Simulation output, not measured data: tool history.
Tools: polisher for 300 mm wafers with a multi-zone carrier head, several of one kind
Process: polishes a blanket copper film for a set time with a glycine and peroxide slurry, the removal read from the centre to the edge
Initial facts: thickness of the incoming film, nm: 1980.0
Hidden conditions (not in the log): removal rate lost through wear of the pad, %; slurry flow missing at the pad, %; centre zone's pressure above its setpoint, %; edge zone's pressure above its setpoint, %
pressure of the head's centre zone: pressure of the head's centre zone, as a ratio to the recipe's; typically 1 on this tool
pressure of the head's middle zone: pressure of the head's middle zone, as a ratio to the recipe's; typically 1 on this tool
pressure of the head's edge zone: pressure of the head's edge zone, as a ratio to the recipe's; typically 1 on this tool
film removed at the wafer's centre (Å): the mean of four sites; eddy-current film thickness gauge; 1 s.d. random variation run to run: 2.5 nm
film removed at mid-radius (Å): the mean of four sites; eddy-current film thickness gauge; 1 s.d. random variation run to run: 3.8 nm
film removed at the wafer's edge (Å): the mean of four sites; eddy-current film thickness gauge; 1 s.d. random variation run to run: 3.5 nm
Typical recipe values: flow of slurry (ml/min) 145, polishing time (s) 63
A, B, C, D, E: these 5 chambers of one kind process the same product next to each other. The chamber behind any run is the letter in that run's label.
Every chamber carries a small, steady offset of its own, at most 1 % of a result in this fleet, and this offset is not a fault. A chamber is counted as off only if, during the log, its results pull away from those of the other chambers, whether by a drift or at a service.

| run | hour | flow of slurry (ml/min) | pressure of the head's centre zone | pressure of the head's middle zone | pressure of the head's edge zone | polishing time (s) | wafers polished on this pad | hours since the slurry nozzle was cleaned | hours since the centre zone pressure was calibrated | hours since the edge zone pressure was calibrated | film removed at the wafer's centre (Å) | film removed at mid-radius (Å) | film removed at the wafer's edge (Å) |
|---|---|---|---|---|---|---|---|---|---|---|---|---|---|
| 1D | 3.3 | 145 | 1 | 1 | 1 | 63 | 516 | 139.3 | 539.4 | 637.5 | 3266.7 | 3170.8 | 3274.4 |
|  | 4.9 | chamber D: worn pad replaced by a new one |
| 2C | 7.8 | 145 | 1 | 1 | 1 | 63 | 983 | 98.3 | 350.6 | 846 | 3326.3 | 3241.9 | 3229.7 |
| 3A | 12.9 | 145 | 1 | 1 | 1 | 63 | 1162 | 235.5 | 71.9 | 456.7 | 3258.8 | 3239.3 | 3266.5 |
|  | 13.1 | chamber C: worn pad replaced by a new one |
|  | 14.6 | chamber A: worn pad replaced by a new one |
|  | 17.8 | chamber B: worn pad replaced by a new one |
| 4E | 17.8 | 145 | 1 | 1 | 1 | 63 | 614 | 175.6 | 149.5 | 188.1 | 3208.1 | 3269.9 | 3247.8 |
| 5B | 22.5 | 145 | 1 | 1 | 1 | 63 | 62 | 237.2 | 548.9 | 91.8 | 3285.9 | 3253.5 | 3310.7 |
| 6D | 25.1 | 145 | 1 | 1 | 1 | 63 | 266 | 161.1 | 561.2 | 659.3 | 3226.7 | 3261 | 3255.1 |
| 7A | 29.1 | 145 | 1 | 1 | 1 | 63 | 191 | 251.7 | 88.1 | 472.9 | 3267.1 | 3284.3 | 3276.7 |
| 8E | 33.1 | 145 | 1 | 1 | 1 | 63 | 816 | 190.9 | 164.8 | 203.4 | 3231.7 | 3277.7 | 3298.2 |
|  | 35.7 | chamber E: worn pad replaced by a new one |
| 9B | 38.8 | 145 | 1 | 1 | 1 | 63 | 277 | 253.5 | 565.2 | 108.1 | 3311.9 | 3313.3 | 3298.3 |
|  | 40.8 | chamber D: worn pad replaced by a new one |
| 10C | 43.2 | 145 | 1 | 1 | 1 | 63 | 397 | 133.7 | 386 | 881.4 | 3249.5 | 3323.2 | 3279.5 |
| 11C | 47.5 | 145 | 1 | 1 | 1 | 63 | 454 | 138 | 390.3 | 885.7 | 3298.5 | 3279.4 | 3196.9 |
|  | 48.9 | chamber A: slurry nozzle cleaned |
| 12B | 53.1 | 145 | 1 | 1 | 1 | 63 | 466 | 267.8 | 579.5 | 122.4 | 3246.1 | 3307.6 | 3199 |
|  | 54.4 | chamber E: slurry nozzle cleaned |
| 13A | 57.6 | 145 | 1 | 1 | 1 | 63 | 567 | 8.8 | 116.6 | 501.4 | 3286.7 | 3239 | 3270 |
| 14E | 61.7 | 145 | 1 | 1 | 1 | 63 | 344 | 7.4 | 193.4 | 232 | 3285.4 | 3281.8 | 3250.7 |
| 15D | 66 | 145 | 1 | 1 | 1 | 63 | 333 | 202 | 602.1 | 700.2 | 3268.1 | 3319.7 | 3291.1 |
| 16E | 69.8 | 145 | 1 | 1 | 1 | 63 | 451 | 15.5 | 201.5 | 240.1 | 3214.4 | 3314.9 | 3295.2 |
| 17C | 72.5 | 145 | 1 | 1 | 1 | 63 | 784 | 163 | 415.3 | 910.7 | 3269.8 | 3336.3 | 3254.2 |
|  | 75.2 | chamber D: worn pad replaced by a new one |
| 18B | 75.7 | 145 | 1 | 1 | 1 | 63 | 764 | 290.4 | 602.1 | 145 | 3259.4 | 3241.9 | 3216.1 |
| 19D | 80.4 | 145 | 1 | 1 | 1 | 63 | 69 | 216.4 | 616.5 | 714.6 | 3271.2 | 3163.2 | 3241.7 |
| 20A | 85.6 | 145 | 1 | 1 | 1 | 63 | 937 | 36.8 | 144.6 | 529.4 | 3209.4 | 3271.6 | 3251.9 |
| 21E | 89.8 | 145 | 1 | 1 | 1 | 63 | 715 | 35.5 | 221.5 | 260.1 | 3283.6 | 3219.3 | 3270 |
|  | 90.3 | chamber C: worn pad replaced by a new one |
| 22A | 94 | 145 | 1 | 1 | 1 | 63 | 1048 | 45.2 | 153 | 537.8 | 3232 | 3231.7 | 3252.5 |
|  | 97.6 | chamber B: worn pad replaced by a new one |
|  | 99.7 | chamber E: worn pad replaced by a new one |
| 23D | 99.7 | 145 | 1.08 | 1 | 1 | 63 | 324 | 235.7 | 635.8 | 733.9 | 3511.9 | 3255.9 | 3233.6 |
| 24C | 104.6 | 145 | 1.08 | 1 | 1 | 63 | 189 | 195.1 | 447.4 | 942.8 | 3558.1 | 3311.4 | 3313.1 |
|  | 109.7 | chamber D: worn pad replaced by a new one |
| 25B | 110.3 | 145 | 1.08 | 1 | 1 | 63 | 168 | 325 | 636.7 | 179.6 | 3597.6 | 3222.3 | 3308.6 |
|  | 113.5 | chamber A: worn pad replaced by a new one |
| 26C | 114.7 | 145 | 1.08 | 1 | 1 | 63 | 322 | 205.2 | 457.5 | 952.9 | 3536.6 | 3269 | 3213.7 |
| 27A | 117.4 | 145 | 1.08 | 1 | 1 | 63 | 52 | 68.6 | 176.4 | 561.2 | 3575.2 | 3223.9 | 3215 |
| 28D | 120.8 | 145 | 1 | 1 | 1 | 63 | 146 | 256.8 | 656.9 | 755 | 3285.9 | 3306.3 | 3250.8 |
| 29E | 123.5 | 145 | 1 | 1 | 1 | 63 | 315 | 69.2 | 255.2 | 293.8 | 3241.2 | 3239.2 | 3290.5 |
| 30B | 126.6 | 145 | 1 | 1 | 1 | 63 | 384 | 341.3 | 653 | 195.9 | 3279.6 | 3158.5 | 3316.2 |
| 31E | 130.2 | 145 | 1 | 1 | 1 | 63 | 403 | 75.9 | 261.9 | 300.5 | 3254 | 3285.6 | 3308.2 |
| 32C | 134.7 | 145 | 1 | 1 | 1 | 63 | 586 | 225.2 | 477.5 | 972.9 | 3263.7 | 3289.6 | 3272.4 |
| 33D | 137.5 | 145 | 1 | 1 | 1.09 | 56 | 367 | 273.5 | 673.6 | 771.7 | 2931.7 | 2896.7 | 3013.9 |
| 34A | 141 | 145 | 1 | 1 | 1.09 | 56 | 363 | 92.2 | 200 | 584.8 | 2900.7 | 2887 | 3032.9 |
| 35B | 144.9 | 145 | 1 | 1 | 1.09 | 56 | 625 | 359.6 | 671.3 | 214.2 | 2969.9 | 2923.9 | 3064.2 |
|  | 148.4 | chamber D: worn pad replaced by a new one |
| 36C | 148.7 | 145 | 1 | 1 | 1.09 | 56 | 771 | 239.2 | 491.5 | 986.9 | 2942.4 | 2883.4 | 3018.2 |
| 37B | 151.3 | 145 | 1 | 1 | 1.09 | 56 | 710 | 366 | 677.7 | 220.6 | 2913.6 | 2907.9 | 3069.1 |
| 38A | 156.2 | 145 | 1 | 1 | 1 | 63 | 564 | 107.4 | 215.2 | 600 | 3258.6 | 3307 | 3261.3 |
| 39D | 161 | 145 | 1 | 1 | 1 | 50 | 167 | 297 | 697.1 | 795.2 | 2606.5 | 2639.9 | 2527.7 |
| 40E | 165.9 | 145 | 1 | 1 | 1 | 50 | 875 | 111.6 | 297.6 | 336.2 | 2595.5 | 2586 | 2603.4 |

What goes on in this fleet: one chamber off, a drifting gauge, or nothing beyond the chambers' own small offsets? Name the chamber and the cause, if any.

All chambers stay in line apart from their small fixed offsets, and the gauge does not drift.

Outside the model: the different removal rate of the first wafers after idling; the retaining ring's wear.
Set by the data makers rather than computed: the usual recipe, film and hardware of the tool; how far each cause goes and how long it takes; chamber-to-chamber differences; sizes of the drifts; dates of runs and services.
